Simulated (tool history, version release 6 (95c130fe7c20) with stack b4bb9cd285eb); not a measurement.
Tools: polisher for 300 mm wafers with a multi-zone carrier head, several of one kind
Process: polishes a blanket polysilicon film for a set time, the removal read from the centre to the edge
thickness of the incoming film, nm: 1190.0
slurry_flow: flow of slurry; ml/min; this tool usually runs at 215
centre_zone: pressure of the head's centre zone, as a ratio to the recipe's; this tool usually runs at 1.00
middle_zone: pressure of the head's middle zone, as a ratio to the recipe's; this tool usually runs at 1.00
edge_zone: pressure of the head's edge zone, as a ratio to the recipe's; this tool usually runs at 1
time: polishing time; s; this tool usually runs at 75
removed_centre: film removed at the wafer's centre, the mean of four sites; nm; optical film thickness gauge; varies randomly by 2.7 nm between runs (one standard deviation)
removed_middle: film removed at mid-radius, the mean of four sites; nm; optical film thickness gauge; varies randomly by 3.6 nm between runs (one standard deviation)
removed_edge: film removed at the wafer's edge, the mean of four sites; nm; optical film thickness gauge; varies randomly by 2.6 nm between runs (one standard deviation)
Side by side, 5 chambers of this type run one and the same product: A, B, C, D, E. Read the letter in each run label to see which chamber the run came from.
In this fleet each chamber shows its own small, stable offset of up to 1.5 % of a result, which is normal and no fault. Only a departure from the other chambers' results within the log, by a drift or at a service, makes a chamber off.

| run | hour | slurry_flow | centre_zone | middle_zone | edge_zone | time | wafers polished on this pad | hours since the slurry nozzle was cleaned | hours since the centre zone pressure was calibrated | hours since the edge zone pressure was calibrated | removed_centre | removed_middle | removed_edge |
|---|---|---|---|---|---|---|---|---|---|---|---|---|---|
| 1C | 12.9 | 215 | 1.00 | 1.00 | 1 | 75 | 403 | 354.9 | 72.6 | 431.5 | 245.78 | 245.29 | 250.91 |
|  | 16.5 | chamber B: slurry nozzle cleaned |
|  | 18.1 | chamber D: slurry nozzle cleaned |
|  | 20.2 | chamber D: worn pad replaced by a new one |
|  | 21.1 | chamber B: worn pad replaced by a new one |
| 2B | 24.5 | 215 | 1.00 | 1.00 | 1 | 75 | 28 | 8.1 | 804.9 | 73.4 | 243.84 | 253.43 | 248.25 |
|  | 33.2 | chamber A: worn pad replaced by a new one |
| 3A | 35.5 | 215 | 1.00 | 1.00 | 1 | 75 | 19 | 99.4 | 822.1 | 661.0 | 245.51 | 243.41 | 242.96 |
|  | 38.0 | chamber C: slurry nozzle cleaned |
| 4E | 50.4 | 215 | 1.00 | 1.00 | 1 | 75 | 860 | 181.5 | 322.5 | 268.5 | 246.22 | 241.77 | 245.82 |
| 5D | 59.1 | 215 | 1.00 | 1.00 | 1 | 75 | 323 | 41.1 | 626.6 | 564.2 | 250.60 | 255.71 | 250.71 |
|  | 59.9 | chamber E: centre zone pressure recalibrated |
| 6D | 68.5 | 215 | 1.00 | 1.00 | 1 | 75 | 401 | 50.5 | 636.0 | 573.6 | 242.91 | 242.09 | 249.22 |
|  | 73.6 | chamber E: worn pad replaced by a new one |
| 7E | 78.2 | 215 | 1.00 | 1.00 | 1 | 75 | 38 | 209.3 | 18.3 | 296.3 | 241.85 | 243.17 | 244.43 |
|  | 83.1 | chamber C: worn pad replaced by a new one |
| 8A | 90.6 | 215 | 1.00 | 1.00 | 1 | 75 | 477 | 154.5 | 877.2 | 716.1 | 248.22 | 240.65 | 248.02 |
| 9B | 100.9 | 215 | 1.00 | 1.00 | 1 | 75 | 662 | 84.5 | 881.3 | 149.8 | 240.37 | 246.18 | 251.36 |
|  | 104.2 | chamber B: worn pad replaced by a new one |
| 10C | 110.2 | 215 | 1.00 | 1.00 | 1 | 87 | 225 | 72.3 | 169.9 | 528.8 | 284.39 | 285.47 | 287.09 |
|  | 114.1 | chamber A: worn pad replaced by a new one |
| 11D | 122.6 | 215 | 1.00 | 1.00 | 1 | 87 | 850 | 104.6 | 690.1 | 627.7 | 290.46 | 287.66 | 287.48 |
| 12A | 131.7 | 215 | 1.00 | 1.00 | 1 | 87 | 146 | 195.6 | 918.3 | 757.2 | 283.44 | 282.77 | 283.67 |
| 13C | 138.5 | 215 | 1.00 | 1.00 | 1 | 87 | 459 | 100.6 | 198.2 | 557.1 | 287.92 | 293.14 | 288.06 |
|  | 139.2 | chamber C: edge zone pressure recalibrated |
|  | 144.9 | chamber D: worn pad replaced by a new one |
| 14B | 154.2 | 215 | 1.00 | 1.00 | 1 | 87 | 415 | 137.8 | 934.6 | 203.1 | 280.90 | 279.43 | 280.73 |
| 15E | 164.8 | 215 | 1.00 | 1.00 | 1 | 75 | 757 | 295.9 | 104.9 | 382.9 | 240.62 | 250.48 | 241.99 |
| 16A | 172.2 | 215 | 1.00 | 1.00 | 1 | 75 | 482 | 236.1 | 958.8 | 797.7 | 246.07 | 244.69 | 247.47 |
| 17C | 181.3 | 215 | 1.00 | 1.00 | 1 | 75 | 815 | 143.4 | 241.0 | 42.2 | 245.70 | 251.40 | 242.85 |
|  | 185.0 | chamber B: centre zone pressure recalibrated |
| 18D | 188.5 | 215 | 1.00 | 1.00 | 1 | 75 | 362 | 170.5 | 756.0 | 693.6 | 244.57 | 242.31 | 251.26 |
|  | 192.2 | chamber C: worn pad replaced by a new one |
| 19B | 200.0 | 215 | 1.00 | 1.00 | 1 | 75 | 795 | 183.6 | 15.0 | 248.9 | 243.37 | 249.84 | 250.04 |
|  | 202.4 | chamber B: worn pad replaced by a new one |
|  | 210.4 | chamber E: worn pad replaced by a new one |
| 20E | 213.1 | 215 | 1.00 | 1.00 | 1 | 75 | 22 | 344.2 | 153.2 | 431.2 | 242.26 | 248.96 | 244.13 |
|  | 214.3 | chamber A: worn pad replaced by a new one |
| 21D | 223.8 | 215 | 1.00 | 1.00 | 1 | 75 | 655 | 205.8 | 791.3 | 728.9 | 236.32 | 243.40 | 247.62 |
| 22C | 233.4 | 215 | 1.00 | 1.00 | 1 | 75 | 342 | 195.5 | 293.1 | 94.3 | 251.29 | 246.09 | 247.12 |
| 23E | 246.8 | 215 | 1.00 | 1.00 | 1 | 75 | 302 | 377.9 | 186.9 | 464.9 | 245.16 | 247.02 | 249.86 |
|  | 257.4 | chamber A: edge zone pressure recalibrated |
|  | 257.4 | chamber E: edge zone pressure recalibrated |
| 24B | 257.7 | 215 | 0.89 | 1.07 | 1 | 75 | 459 | 241.3 | 72.7 | 306.6 | 215.42 | 261.73 | 244.38 |
|  | 259.1 | chamber D: worn pad replaced by a new one |
| 25A | 267.9 | 215 | 0.89 | 1.07 | 1 | 75 | 445 | 331.8 | 1054.5 | 10.6 | 215.28 | 260.49 | 246.30 |
| 26E | 278.3 | 215 | 0.89 | 1.07 | 1 | 75 | 564 | 409.4 | 218.4 | 20.9 | 221.50 | 262.17 | 245.09 |
| 27C | 285.7 | 215 | 0.89 | 1.07 | 1 | 75 | 776 | 247.8 | 345.4 | 146.6 | 214.01 | 262.95 | 248.96 |
|  | 291.2 | chamber B: worn pad replaced by a new one |
| 28D | 297.8 | 215 | 0.89 | 1.07 | 1 | 75 | 321 | 279.8 | 865.3 | 802.9 | 209.77 | 264.45 | 248.42 |
|  | 302.4 | chamber E: slurry nozzle cleaned |
| 29A | 305.3 | 215 | 1.00 | 1.00 | 1 | 75 | 755 | 369.2 | 1091.9 | 48.0 | 246.30 | 244.07 | 239.25 |
|  | 314.2 | chamber A: worn pad replaced by a new one |
| 30B | 316.1 | 215 | 1.00 | 1.00 | 1 | 75 | 206 | 299.7 | 131.1 | 365.0 | 245.79 | 250.15 | 245.06 |
|  | 318.1 | chamber C: worn pad replaced by a new one |
| 31D | 326.4 | 215 | 1.00 | 1.00 | 1 | 75 | 559 | 308.4 | 893.9 | 831.5 | 234.97 | 244.72 | 251.44 |
| 32B | 339.4 | 215 | 1.00 | 1.00 | 1 | 75 | 400 | 323.0 | 154.4 | 388.3 | 242.84 | 243.61 | 244.46 |
| 33C | 354.2 | 215 | 1.00 | 1.00 | 1 | 75 | 300 | 316.3 | 413.9 | 215.1 | 247.77 | 248.37 | 243.43 |
|  | 355.7 | chamber E: worn pad replaced by a new one |
| 34E | 369.1 | 215 | 1.00 | 1.00 | 1 | 75 | 111 | 66.7 | 309.2 | 111.7 | 246.90 | 248.35 | 244.06 |
| 35A | 381.0 | 215 | 1.00 | 1.07 | 1 | 75 | 555 | 444.9 | 1167.6 | 123.7 | 245.13 | 260.79 | 243.06 |
| 36C | 388.2 | 215 | 1.00 | 1.07 | 1 | 75 | 582 | 350.3 | 447.9 | 249.1 | 246.16 | 269.91 | 248.70 |
|  | 389.6 | chamber A: centre zone pressure recalibrated |
|  | 397.1 | chamber B: worn pad replaced by a new one |
| 37E | 401.8 | 215 | 1.00 | 1.07 | 1 | 75 | 383 | 99.4 | 341.9 | 144.4 | 249.88 | 263.58 | 245.11 |
| 38B | 412.5 | 215 | 1.00 | 1.07 | 1 | 75 | 127 | 396.1 | 227.5 | 461.4 | 244.25 | 264.37 | 247.19 |
|  | 416.3 | chamber A: worn pad replaced by a new one |
| 39A | 422.1 | 215 | 1.00 | 1.07 | 1 | 75 | 48 | 486.0 | 32.5 | 164.8 | 249.09 | 262.23 | 241.44 |

Has any chamber moved away from the others, gradually or after a service, or does the common gauge drift, or do the chambers differ only by their own small steady offsets? State the chamber and the most likely cause if one applies.

One chamber, D, drifts off from the rest bit by bit.
What lies behind it: centre zone's pressure below its setpoint, % = 9.89.

Here are 4 candidates for chamber D's next run, each the usual settings with a change, their results left as question marks. Which one brings its results back in line with what the others give on the usual settings?
Counts as in line when no further than this from what the other chambers average on the usual settings: removed_centre 9.50 nm; removed_middle 13.00 nm; removed_edge 9.20 nm
| 40D-1 | 433.3 | 220 | 1.09 | 0.99 | 0.97 | 75 |  |  |  |  | ? | ? | ? |
| 40D-2 | 433.3 | 215 | 1.03 | 1.00 | 0.99 | 75 |  |  |  |  | ? | ? | ? |
| 40D-3 | 433.3 | 210 | 0.91 | 1.01 | 1.03 | 75 |  |  |  |  | ? | ? | ? |
| 40D-4 | 433.3 | 215 | 0.97 | 1.00 | 1.01 | 75 |  |  |  |  | ? | ? | ? |

Usual-settings mean across the other chambers: removed_centre 245.09 nm; removed_middle 247.28 nm; removed_edge 246.29 nm
| run | removed_centre | removed_middle | removed_edge |
|---|---|---|---|
| 40D-1 | 243.02 | 245.44 | 246.93 |
| 40D-2 | 227.37 | 247.03 | 248.95 |
| 40D-3 | 197.01 | 248.65 | 253.53 |
| 40D-4 | 212.54 | 247.10 | 251.57 |
It is 40D-1 that realigns the chamber with its peers.

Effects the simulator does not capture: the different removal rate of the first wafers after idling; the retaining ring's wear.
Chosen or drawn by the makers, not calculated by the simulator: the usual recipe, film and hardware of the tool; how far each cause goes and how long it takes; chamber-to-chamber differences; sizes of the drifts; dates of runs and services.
